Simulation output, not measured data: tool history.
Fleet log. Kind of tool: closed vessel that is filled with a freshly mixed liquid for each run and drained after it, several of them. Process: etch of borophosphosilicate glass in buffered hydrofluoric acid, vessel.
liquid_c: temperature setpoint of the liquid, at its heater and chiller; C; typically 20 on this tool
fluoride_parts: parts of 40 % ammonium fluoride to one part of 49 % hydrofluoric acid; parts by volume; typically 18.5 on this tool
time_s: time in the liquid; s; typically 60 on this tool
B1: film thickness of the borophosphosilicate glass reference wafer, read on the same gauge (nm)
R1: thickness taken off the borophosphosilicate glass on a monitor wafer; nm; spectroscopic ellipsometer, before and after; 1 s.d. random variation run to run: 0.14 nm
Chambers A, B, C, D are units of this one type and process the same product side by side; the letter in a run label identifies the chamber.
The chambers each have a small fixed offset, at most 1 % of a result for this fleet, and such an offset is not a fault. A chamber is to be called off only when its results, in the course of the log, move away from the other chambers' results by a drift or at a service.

{"run": "1A", "hour": 5.5, "liquid_c": 20, "fluoride_parts": 18.5, "time_s": 60, "B1": 119.98, "R1": 45.77}
{"run": "2D", "hour": 13.9, "liquid_c": 20, "fluoride_parts": 18.5, "time_s": 60, "B1": 120, "R1": 45.567}
{"run": "3C", "hour": 21.2, "liquid_c": 20, "fluoride_parts": 18.5, "time_s": 60, "B1": 120.05, "R1": 45.513}
{"run": "4B", "hour": 25.8, "liquid_c": 20, "fluoride_parts": 18.5, "time_s": 60, "B1": 119.98, "R1": 45.127}
{"run": "5C", "hour": 30.3, "liquid_c": 20, "fluoride_parts": 18.5, "time_s": 60, "B1": 120, "R1": 45.329}
{"run": "6D", "hour": 34.2, "liquid_c": 17, "fluoride_parts": 18.5, "time_s": 60, "B1": 120.01, "R1": 38.041}
{"run": "7A", "hour": 38.0, "liquid_c": 17, "fluoride_parts": 18.5, "time_s": 60, "B1": 119.99, "R1": 38.794}
{"run": "8B", "hour": 42.1, "liquid_c": 17, "fluoride_parts": 18.5, "time_s": 60, "B1": 120.04, "R1": 38.413}
{"run": "9C", "hour": 46.3, "liquid_c": 17, "fluoride_parts": 18.5, "time_s": 60, "B1": 120.02, "R1": 38.103}
{"run": "10D", "hour": 52.8, "liquid_c": 20, "fluoride_parts": 18.5, "time_s": 60, "B1": 120.02, "R1": 45.163}
{"run": "11A", "hour": 57.5, "liquid_c": 20, "fluoride_parts": 18.5, "time_s": 60, "B1": 119.97, "R1": 45.67}
{"run": "12B", "hour": 63.6, "liquid_c": 20, "fluoride_parts": 18.5, "time_s": 60, "B1": 120.01, "R1": 45.169}
{"run": "13A", "hour": 68.3, "liquid_c": 20, "fluoride_parts": 18.5, "time_s": 60, "B1": 120.01, "R1": 45.611}
{"run": "14C", "hour": 76.3, "liquid_c": 20, "fluoride_parts": 18.5, "time_s": 60, "B1": 120, "R1": 45.242}
{"run": "15D", "hour": 81.3, "liquid_c": 20, "fluoride_parts": 18.5, "time_s": 60, "B1": 120, "R1": 45.454}
{"run": "16B", "hour": 85.7, "liquid_c": 20, "fluoride_parts": 18.5, "time_s": 60, "B1": 119.98, "R1": 45.233}
{"run": "17A", "hour": 92.7, "liquid_c": 20, "fluoride_parts": 18.5, "time_s": 60, "B1": 120, "R1": 45.924}
{"run": "18C", "hour": 101.0, "liquid_c": 20, "fluoride_parts": 18.5, "time_s": 60, "B1": 120.01, "R1": 45.192}
{"run": "19B", "hour": 109.2, "liquid_c": 20, "fluoride_parts": 18.5, "time_s": 60, "B1": 119.99, "R1": 45.406}
{"run": "20D", "hour": 114.7, "liquid_c": 20, "fluoride_parts": 18.5, "time_s": 60, "B1": 119.98, "R1": 45.192}
{"run": "21A", "hour": 120.2, "liquid_c": 20, "fluoride_parts": 18.5, "time_s": 60, "B1": 120.03, "R1": 45.629}
{"hour": 122.3, "done": "chamber A: hydrofluoric acid flow meter replaced"}
{"run": "22D", "hour": 125.0, "liquid_c": 20, "fluoride_parts": 18.5, "time_s": 70, "B1": 120.02, "R1": 52.734}
{"run": "23C", "hour": 132.3, "liquid_c": 20, "fluoride_parts": 18.5, "time_s": 70, "B1": 120.01, "R1": 52.865}
{"run": "24B", "hour": 136.7, "liquid_c": 20, "fluoride_parts": 18.5, "time_s": 70, "B1": 119.95, "R1": 52.798}
{"run": "25B", "hour": 145.3, "liquid_c": 20, "fluoride_parts": 18.5, "time_s": 70, "B1": 119.96, "R1": 53.134}
{"run": "26D", "hour": 153.5, "liquid_c": 20, "fluoride_parts": 18.5, "time_s": 60, "B1": 120.02, "R1": 45.275}
{"run": "27C", "hour": 158.0, "liquid_c": 20, "fluoride_parts": 18.5, "time_s": 60, "B1": 120.01, "R1": 45.363}
{"run": "28A", "hour": 162.2, "liquid_c": 20, "fluoride_parts": 18.5, "time_s": 60, "B1": 120.03, "R1": 45.676}
{"run": "29A", "hour": 168.7, "liquid_c": 20, "fluoride_parts": 18.5, "time_s": 60, "B1": 120.03, "R1": 45.767}
{"run": "30D", "hour": 174.7, "liquid_c": 20, "fluoride_parts": 18.5, "time_s": 60, "B1": 120.01, "R1": 45.064}
{"run": "31B", "hour": 181.8, "liquid_c": 20, "fluoride_parts": 18.5, "time_s": 60, "B1": 119.98, "R1": 45.243}
{"run": "32C", "hour": 188.9, "liquid_c": 20, "fluoride_parts": 18.5, "time_s": 60, "B1": 119.97, "R1": 45.176}
{"run": "33D", "hour": 193.7, "liquid_c": 20, "fluoride_parts": 18.5, "time_s": 60, "B1": 120.01, "R1": 45.373}
{"run": "34B", "hour": 201.8, "liquid_c": 20, "fluoride_parts": 18.5, "time_s": 60, "B1": 119.99, "R1": 45.476}
{"run": "35A", "hour": 209.8, "liquid_c": 20, "fluoride_parts": 18.5, "time_s": 60, "B1": 120, "R1": 45.669}
{"run": "36C", "hour": 216.5, "liquid_c": 20, "fluoride_parts": 18.5, "time_s": 60, "B1": 120, "R1": 45.394}
{"run": "37A", "hour": 221.8, "liquid_c": 20, "fluoride_parts": 18.5, "time_s": 60, "B1": 120.03, "R1": 45.599}
{"run": "38B", "hour": 226.6, "liquid_c": 20, "fluoride_parts": 18.5, "time_s": 60, "B1": 120.01, "R1": 45.35}
{"run": "39D", "hour": 230.8, "liquid_c": 20, "fluoride_parts": 18.5, "time_s": 60, "B1": 119.99, "R1": 45.396}
{"run": "40C", "hour": 235.1, "liquid_c": 20, "fluoride_parts": 18.5, "time_s": 60, "B1": 120.03, "R1": 45.122}
{"run": "41A", "hour": 239.1, "liquid_c": 20, "fluoride_parts": 18.5, "time_s": 60, "B1": 120, "R1": 45.819}
{"run": "42D", "hour": 243.0, "liquid_c": 20, "fluoride_parts": 18.5, "time_s": 60, "B1": 120.03, "R1": 45.179}
{"run": "43B", "hour": 248.6, "liquid_c": 20, "fluoride_parts": 18.5, "time_s": 60, "B1": 120.01, "R1": 45.31}
{"run": "44C", "hour": 256.2, "liquid_c": 20, "fluoride_parts": 18.5, "time_s": 60, "B1": 120, "R1": 45.249}

All chambers now run identical settings, listed one chamber a line with results as question marks. What results will each chamber show?
{"run": "45A", "hour": 262.3, "liquid_c": 20, "fluoride_parts": 18.5, "time_s": 60, "R1": "?"}
{"run": "45B", "hour": 262.3, "liquid_c": 20, "fluoride_parts": 18.5, "time_s": 60, "R1": "?"}
{"run": "45C", "hour": 262.3, "liquid_c": 20, "fluoride_parts": 18.5, "time_s": 60, "R1": "?"}
{"run": "45D", "hour": 262.3, "liquid_c": 20, "fluoride_parts": 18.5, "time_s": 60, "R1": "?"}

run=45A R1=45.518
run=45B R1=45.479
run=45C R1=45.181
run=45D R1=45.252
